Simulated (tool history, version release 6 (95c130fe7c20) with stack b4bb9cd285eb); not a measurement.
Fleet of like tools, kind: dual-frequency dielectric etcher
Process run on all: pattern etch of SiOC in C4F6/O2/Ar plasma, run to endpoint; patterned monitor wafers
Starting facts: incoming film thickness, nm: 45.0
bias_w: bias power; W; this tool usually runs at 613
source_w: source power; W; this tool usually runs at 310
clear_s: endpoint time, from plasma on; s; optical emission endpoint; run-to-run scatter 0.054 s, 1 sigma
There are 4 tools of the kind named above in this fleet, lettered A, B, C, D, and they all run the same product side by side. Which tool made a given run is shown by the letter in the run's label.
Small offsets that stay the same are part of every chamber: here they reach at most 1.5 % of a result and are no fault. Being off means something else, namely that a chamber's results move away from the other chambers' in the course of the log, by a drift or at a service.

| run | hour | bias_w | source_w | hours since the last wet clean | hours since the last bias power generator calibration | hours since the last source power generator calibration | clear_s |
|---|---|---|---|---|---|---|---|
| 1B | 10.1 | 613 | 310 | 554.7 | 2167.3 | 1076 | 15.348 |
| 2C | 17.3 | 613 | 310 | 156.9 | 667.7 | 689 | 15.413 |
| 3A | 25.8 | 613 | 310 | 238.1 | 339.5 | 3242.7 | 15.675 |
| 4D | 40.8 | 613 | 310 | 501.7 | 1005.2 | 1833.5 | 15.391 |
|  | 52.6 | chamber D: wet clean of the chamber |
| 5A | 53.4 | 613 | 310 | 265.7 | 367.1 | 3270.3 | 15.594 |
| 6C | 64.3 | 718 | 380 | 203.9 | 714.7 | 736 | 13.375 |
| 7B | 78.4 | 718 | 380 | 623 | 2235.6 | 1144.3 | 13.546 |
| 8D | 93.7 | 718 | 380 | 41.2 | 1058.1 | 1886.4 | 13.496 |
| 9A | 100.9 | 718 | 380 | 313.2 | 414.6 | 3317.8 | 13.597 |
|  | 107.6 | chamber B: wet clean of the chamber |
| 10C | 110.2 | 613 | 310 | 249.8 | 760.6 | 781.9 | 15.246 |
| 11B | 117.9 | 535 | 310 | 10.4 | 2275.1 | 1183.8 | 16.209 |
| 12D | 131.8 | 535 | 310 | 79.3 | 1096.2 | 1924.5 | 16.285 |
| 13D | 142.1 | 535 | 310 | 89.6 | 1106.5 | 1934.8 | 16.298 |
| 14B | 150.1 | 535 | 310 | 42.6 | 2307.3 | 1216 | 16.258 |
| 15C | 165 | 613 | 310 | 304.6 | 815.4 | 836.7 | 15.336 |
|  | 175.4 | chamber A: source power generator calibrated |
| 16A | 177.2 | 613 | 310 | 389.5 | 490.9 | 1.9 | 15.574 |
| 17D | 185.1 | 613 | 370 | 132.6 | 1149.5 | 1977.8 | 14.392 |
| 18C | 192.8 | 613 | 370 | 332.4 | 843.2 | 864.5 | 14.343 |
| 19A | 205.6 | 613 | 370 | 417.9 | 519.3 | 30.3 | 14.757 |
| 20B | 216.2 | 613 | 370 | 108.7 | 2373.4 | 1282.1 | 14.456 |
| 21B | 227.6 | 613 | 310 | 120.1 | 2384.8 | 1293.5 | 15.304 |
| 22C | 237.1 | 613 | 310 | 376.7 | 887.5 | 908.8 | 15.31 |
| 23A | 244.5 | 613 | 310 | 456.8 | 558.2 | 69.2 | 15.833 |
|  | 251 | chamber C: wet clean of the chamber |
| 24D | 254.2 | 613 | 310 | 201.7 | 1218.6 | 2046.9 | 15.442 |
| 25C | 268.6 | 613 | 310 | 17.6 | 919 | 940.3 | 15.296 |
| 26D | 280.5 | 613 | 310 | 228 | 1244.9 | 2073.2 | 15.441 |
| 27B | 293.6 | 613 | 310 | 186.1 | 2450.8 | 1359.5 | 15.31 |
| 28A | 306.2 | 613 | 310 | 518.5 | 619.9 | 130.9 | 15.851 |
| 29D | 315.1 | 613 | 310 | 262.6 | 1279.5 | 2107.8 | 15.394 |
|  | 316.9 | chamber B: bias power generator calibrated |
| 30B | 323.5 | 613 | 310 | 216 | 6.6 | 1389.4 | 15.449 |
| 31C | 337.6 | 613 | 310 | 86.6 | 988 | 1009.3 | 15.401 |
| 32A | 345.8 | 613 | 310 | 558.1 | 659.5 | 170.5 | 15.977 |
| 33C | 359.4 | 613 | 310 | 108.4 | 1009.8 | 1031.1 | 15.362 |
| 34A | 371.9 | 613 | 310 | 584.2 | 685.6 | 196.6 | 15.87 |
| 35D | 381.2 | 613 | 310 | 328.7 | 1345.6 | 2173.9 | 15.511 |
| 36B | 395.3 | 613 | 310 | 287.8 | 78.4 | 1461.2 | 15.401 |
| 37C | 408.8 | 613 | 310 | 157.8 | 1059.2 | 1080.5 | 15.378 |
| 38A | 420.1 | 613 | 310 | 632.4 | 733.8 | 244.8 | 15.942 |

Next, all 4 chambers run the settings below, one line each with question marks for the results. What does each chamber give?
| 39A | 431.5 | 613 | 310 |  |  |  | ? |
| 39B | 431.5 | 613 | 310 |  |  |  | ? |
| 39C | 431.5 | 613 | 310 |  |  |  | ? |
| 39D | 431.5 | 613 | 310 |  |  |  | ? |

| run | clear_s |
|---|---|
| 39A | 15.978 |
| 39B | 15.419 |
| 39C | 15.282 |
| 39D | 15.362 |
